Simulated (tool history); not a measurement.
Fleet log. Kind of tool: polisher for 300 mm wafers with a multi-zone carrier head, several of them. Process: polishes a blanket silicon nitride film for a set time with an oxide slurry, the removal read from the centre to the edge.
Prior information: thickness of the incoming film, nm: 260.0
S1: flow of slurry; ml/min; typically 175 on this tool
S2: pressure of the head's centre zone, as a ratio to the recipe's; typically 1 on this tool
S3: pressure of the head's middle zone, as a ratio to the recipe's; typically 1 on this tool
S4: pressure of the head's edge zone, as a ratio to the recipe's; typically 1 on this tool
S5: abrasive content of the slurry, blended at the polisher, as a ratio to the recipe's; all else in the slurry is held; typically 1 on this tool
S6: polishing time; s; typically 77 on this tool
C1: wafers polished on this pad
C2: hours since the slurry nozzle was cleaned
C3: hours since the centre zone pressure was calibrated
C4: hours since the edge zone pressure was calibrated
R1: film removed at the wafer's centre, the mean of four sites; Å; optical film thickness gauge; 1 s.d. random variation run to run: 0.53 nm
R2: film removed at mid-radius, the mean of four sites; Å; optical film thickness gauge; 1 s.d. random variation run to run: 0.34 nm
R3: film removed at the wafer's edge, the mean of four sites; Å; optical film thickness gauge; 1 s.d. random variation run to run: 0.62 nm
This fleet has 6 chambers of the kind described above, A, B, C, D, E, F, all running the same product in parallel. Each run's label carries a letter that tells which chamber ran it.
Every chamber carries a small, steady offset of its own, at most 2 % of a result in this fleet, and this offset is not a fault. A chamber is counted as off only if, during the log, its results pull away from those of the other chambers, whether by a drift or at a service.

run	hour	S1	S2	S3	S4	S5	S6	C1	C2	C3	C4	R1	R2	R3
1B	5.1	175	1	1	1	1	77	386	756.6	748.5	503.3	473.65	467.06	464.02
2A	10.6	175	1	1	1	1	77	771	276.7	781.6	385	464.24	467.13	479.87
3F	15	175	1	1	1	1	77	458	442.6	134.2	725.7	472.61	460.63	472.29
4D	19.3	175	1	1	1	1	77	1402	387	679.8	206.1	463.39	457.53	457.56
# hour 20.3: chamber C: edge zone pressure recalibrated
# hour 21.1: chamber D: worn pad replaced by a new one
# hour 22.4: chamber A: worn pad replaced by a new one
# hour 25.5: chamber C: worn pad replaced by a new one
5C	25.6	175	1	1	1	1	77	1	79.9	432.8	5.4	474.36	462.51	461.91
# hour 29.2: chamber B: centre zone pressure recalibrated
6E	30.3	175	0.95	1	1	1	77	507	178	641.3	299	440	468.95	480.47
7B	34.6	175	0.95	1	1	1	77	811	786.1	5.5	532.8	430.35	464.86	460.95
8A	37.8	175	0.95	1	1	1	77	222	303.9	808.8	412.2	440.51	470.08	471.24
# hour 39.3: chamber B: slurry nozzle cleaned
# hour 39.4: chamber E: worn pad replaced by a new one
9F	44.8	175	0.95	1	1	1	77	888	472.4	164	755.5	433.63	459.13	460.99
10E	48.7	175	0.95	1	1	1	77	134	196.4	659.7	317.4	434.88	474.66	469.88
11C	54	175	0.95	1	1	1	77	411	108.3	461.2	33.8	440.18	459.73	462.03
# hour 55.1: chamber B: worn pad replaced by a new one
# hour 56.2: chamber D: slurry nozzle cleaned
12D	59.8	175	1	1	1	1	77	558	3.7	720.3	246.6	467.47	457.97	462.92
13E	64.2	175	1	1	1	1	77	357	211.9	675.2	332.9	463.18	471.03	484.93
# hour 64.9: chamber C: worn pad replaced by a new one
# hour 66.2: chamber E: slurry nozzle cleaned
14B	68.8	175	1	1	1	1	77	198	29.5	39.7	567	463.37	468.27	462.75
15A	74.8	175	1	1	1	1	77	755	340.9	845.8	449.2	467.55	465.07	461.96
16C	79.6	175	1	1	1	1	77	211	133.9	486.8	59.4	467.6	457.47	474.4
17D	86.7	175	1	1	1	1	77	946	30.6	747.2	273.5	471.47	453.03	460.29
# hour 91.6: chamber A: worn pad replaced by a new one
18F	92.6	175	1	1	1	1	77	1576	520.2	211.8	803.3	454.04	454.18	450.06
19E	96	175	0.96	1	1	1	77	815	29.9	707	364.7	450.15	474.71	475.36
# hour 96.9: chamber E: worn pad replaced by a new one
20C	101.5	175	0.96	1	1	1	77	527	155.8	508.7	81.3	450.28	469.66	472.29
21A	105.7	175	0.96	1	1	1	77	203	371.8	876.7	480.1	443.52	468.37	480.25
# hour 107.6: chamber C: worn pad replaced by a new one
22B	110.8	175	0.96	1	1	1	77	803	71.5	81.7	609	446.12	468.47	470.27
23D	115.8	175	0.96	1	1	1	77	1365	59.7	776.3	302.6	449.11	451.96	459.76
24F	119.4	175	0.96	1	1	1	77	1962	547	238.6	830.1	423.2	439.07	440.83
# hour 124.6: chamber A: centre zone pressure recalibrated
25D	125.7	175	1	1	1	1	77	1508	69.6	786.2	312.5	461.15	453.59	452.66
# hour 126: chamber D: worn pad replaced by a new one
26A	129.6	175	1	1	1	1	77	548	395.7	5	504	470.6	467.28	464.86
27F	134.1	175	1	1	1	1	77	2174	561.7	253.3	844.8	427.83	432.4	438.87
28C	141	175	1	1	1	1	77	481	195.3	548.2	120.8	475.11	469.05	463.51
# hour 144.5: chamber E: worn pad replaced by a new one
29B	145.9	175	1	1	1	1	77	1309	106.6	116.8	644.1	455.02	467.11	472.72
30E	151.2	175	1	1	1	1	77	96	85.1	762.2	419.9	459.8	470.66	481.33
# hour 152.2: chamber C: worn pad replaced by a new one
# hour 152.9: chamber B: worn pad replaced by a new one
31A	155	175	1	1	1	1	77	913	421.1	30.4	529.4	464.5	465.26	471.02
32E	162	175	1	1	1.1	1	77	252	95.9	773	430.7	463.05	473.67	514.56
# hour 163.5: chamber A: worn pad replaced by a new one
33F	166.9	175	1	1	1.1	1	77	2647	594.5	286.1	877.6	419.76	417.82	428.94
34D	172.1	175	1	1	1.1	1	77	664	116	832.6	358.9	465.35	460.51	494.63
35C	178.8	175	1	1	1.1	1	77	384	233.1	586	158.6	469.13	465.99	484.69
36B	184.7	175	1	1	1.1	1	77	458	145.4	155.6	682.9	462.43	468.57	490.09
# hour 188.2: chamber C: worn pad replaced by a new one
37A	188.5	175	1	1	1.1	1	77	360	454.6	63.9	562.9	462.06	466.8	495.41
38C	195.4	175	1	1	1	1	77	105	249.7	602.6	175.2	465.33	471.31	464.84
39F	202.1	175	1	1	1	1	77	3154	629.7	321.3	912.8	412.53	401.52	408.52

What goes on in this fleet: one chamber off, a drifting gauge, or nothing beyond the chambers' own small offsets? Name the chamber and the cause, if any.

It is chamber F that slowly wanders off from its peers.
Likeliest cause: removal rate lost through wear of the pad, % = 14.5.

Here are 4 candidates for chamber F's next run, each the usual settings with a change, their results left as question marks. Which one brings its results back in line with what the others give on the usual settings?
To be in line, a result may differ from the other chambers' mean on the usual settings by at most: R1 18 Å; R2 12 Å; R3 22 Å
40F-1	207.3	175	0.98	1	1.02	1.05	88					?	?	?
40F-2	207.3	175	1	1	1.01	1	83					?	?	?
40F-3	207.3	175	1.01	1	0.98	0.95	67					?	?	?
40F-4	207.3	175	1.01	1	0.99	1	72					?	?	?

Mean of the other chambers on the usual settings: R1 464.91 Å; R2 466.06 Å; R3 466.5 Å
run	R1	R2	R3
40F-1	456.59	464.36	464.49
40F-2	430.85	428.43	426.35
40F-3	343.42	337.74	330.8
40F-4	377.9	371.64	365.96
The answer is 40F-1, which returns the chamber to within the allowed miss of the others.

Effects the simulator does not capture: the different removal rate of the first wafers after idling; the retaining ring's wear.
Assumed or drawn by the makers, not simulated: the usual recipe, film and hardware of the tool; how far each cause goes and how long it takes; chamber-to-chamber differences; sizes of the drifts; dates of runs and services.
